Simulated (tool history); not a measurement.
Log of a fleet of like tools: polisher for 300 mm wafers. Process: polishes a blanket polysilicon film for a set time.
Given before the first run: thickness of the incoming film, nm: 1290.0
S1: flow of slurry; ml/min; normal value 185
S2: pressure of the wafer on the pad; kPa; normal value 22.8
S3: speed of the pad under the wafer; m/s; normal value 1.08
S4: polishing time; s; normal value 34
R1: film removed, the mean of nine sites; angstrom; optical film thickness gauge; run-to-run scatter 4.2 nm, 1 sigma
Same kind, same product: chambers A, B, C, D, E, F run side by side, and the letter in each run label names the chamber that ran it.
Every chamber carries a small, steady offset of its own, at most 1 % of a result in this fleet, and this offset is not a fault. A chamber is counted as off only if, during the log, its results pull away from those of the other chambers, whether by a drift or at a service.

run	day	S1	S2	S3	S4	R1
# day 0.096: chamber B: worn pad replaced by a new one
1A	0.238	185	22.8	1.08	34	4088.3
2F	0.462	185	22.8	1.08	34	4064.4
# day 0.621: chamber C: worn pad replaced by a new one
3C	0.704	185	22.8	1.08	34	4141.2
4E	1.004	185	22.8	1.08	34	4086.2
5D	1.267	185	22.8	1.08	34	4102.7
# day 1.496: chamber A: worn pad replaced by a new one
# day 1.525: chamber D: head pressure recalibrated
6B	1.629	185	22.8	1.08	34	4101.1
# day 1.979: chamber F: worn pad replaced by a new one
7A	1.992	185	22.8	1.08	34	4033.1
8C	2.238	185	22.8	1.08	34	4039.5
# day 2.242: chamber E: worn pad replaced by a new one
9D	2.612	185	22.8	1.08	34	4085.4
10B	3	185	22.8	1.08	34	4096.9
# day 3.188: chamber C: worn pad replaced by a new one
11F	3.312	185	22.8	1.08	34	4040.3
# day 3.525: chamber B: worn pad replaced by a new one
12E	3.642	185	22.8	1.08	34	4104.7
13C	3.875	185	22.8	1.08	34	4138
14E	4.254	185	22.8	1.2	39	5199.2
15F	4.621	185	22.8	1.2	39	5199.6
# day 4.654: chamber F: worn pad replaced by a new one
16B	4.979	185	22.8	1.2	39	5189.7
# day 5.088: chamber A: worn pad replaced by a new one
17D	5.333	185	22.8	1.2	39	5142.3
# day 5.571: chamber D: worn pad replaced by a new one
18A	5.746	185	22.8	1.2	39	5235.6
# day 5.804: chamber C: worn pad replaced by a new one
19D	6.129	185	22.8	1.2	39	5204
# day 6.192: chamber F: slurry nozzle cleaned
20B	6.458	185	22.8	1.08	34	4041.9
21C	6.783	185	22.8	1.08	34	4013.8
# day 6.796: chamber E: head pressure recalibrated
# day 6.838: chamber B: worn pad replaced by a new one
# day 7.017: chamber F: worn pad replaced by a new one
22E	7.125	185	22.8	1.08	34	4457
# day 7.304: chamber E: worn pad replaced by a new one
23A	7.338	185	22.8	1.08	34	4131.3
24F	7.712	165	22.8	1.08	34	4062.9
25E	8.162	165	22.8	1.08	34	4382.9
# day 8.438: chamber C: worn pad replaced by a new one
26C	8.475	165	22.8	1.08	34	4040.8
# day 8.483: chamber A: worn pad replaced by a new one
27B	8.738	165	22.8	1.08	34	3993.5
28F	8.975	165	22.8	1.08	34	3955.4
29A	9.254	165	22.8	1.08	34	3964
30D	9.5	185	22.8	1.08	34	4113.5
# day 9.65: chamber F: worn pad replaced by a new one
31C	9.95	135	22.8	1.08	24	2715
# day 9.962: chamber D: slurry nozzle cleaned
# day 10: chamber B: worn pad replaced by a new one
# day 10.075: chamber B: slurry nozzle cleaned
32F	10.192	135	22.8	1.08	24	2755.5
33D	10.496	135	22.8	1.08	24	2707.2
# day 10.592: chamber A: slurry nozzle cleaned
34A	10.762	135	22.8	1.08	24	2741.5
# day 10.904: chamber C: worn pad replaced by a new one
35B	11.117	135	22.8	1.08	24	2680.2
36E	11.321	135	22.8	1.08	24	2969.5
37B	11.746	185	22.8	0.94	34	3546.7
# day 11.846: chamber F: worn pad replaced by a new one
38F	12.2	185	22.8	0.94	34	3535.8
39C	12.546	185	22.8	0.94	34	3539.2

All chambers now run identical settings, listed one chamber a line with results as question marks. What results will each chamber show?
40A	12.875	185	22.8	1.08	34	?
40B	12.875	185	22.8	1.08	34	?
40C	12.875	185	22.8	1.08	34	?
40D	12.875	185	22.8	1.08	34	?
40E	12.875	185	22.8	1.08	34	?
40F	12.875	185	22.8	1.08	34	?

run	R1
40A	4065.2
40B	4012.7
40C	3995
40D	4077
40E	4542.5
40F	4106.4
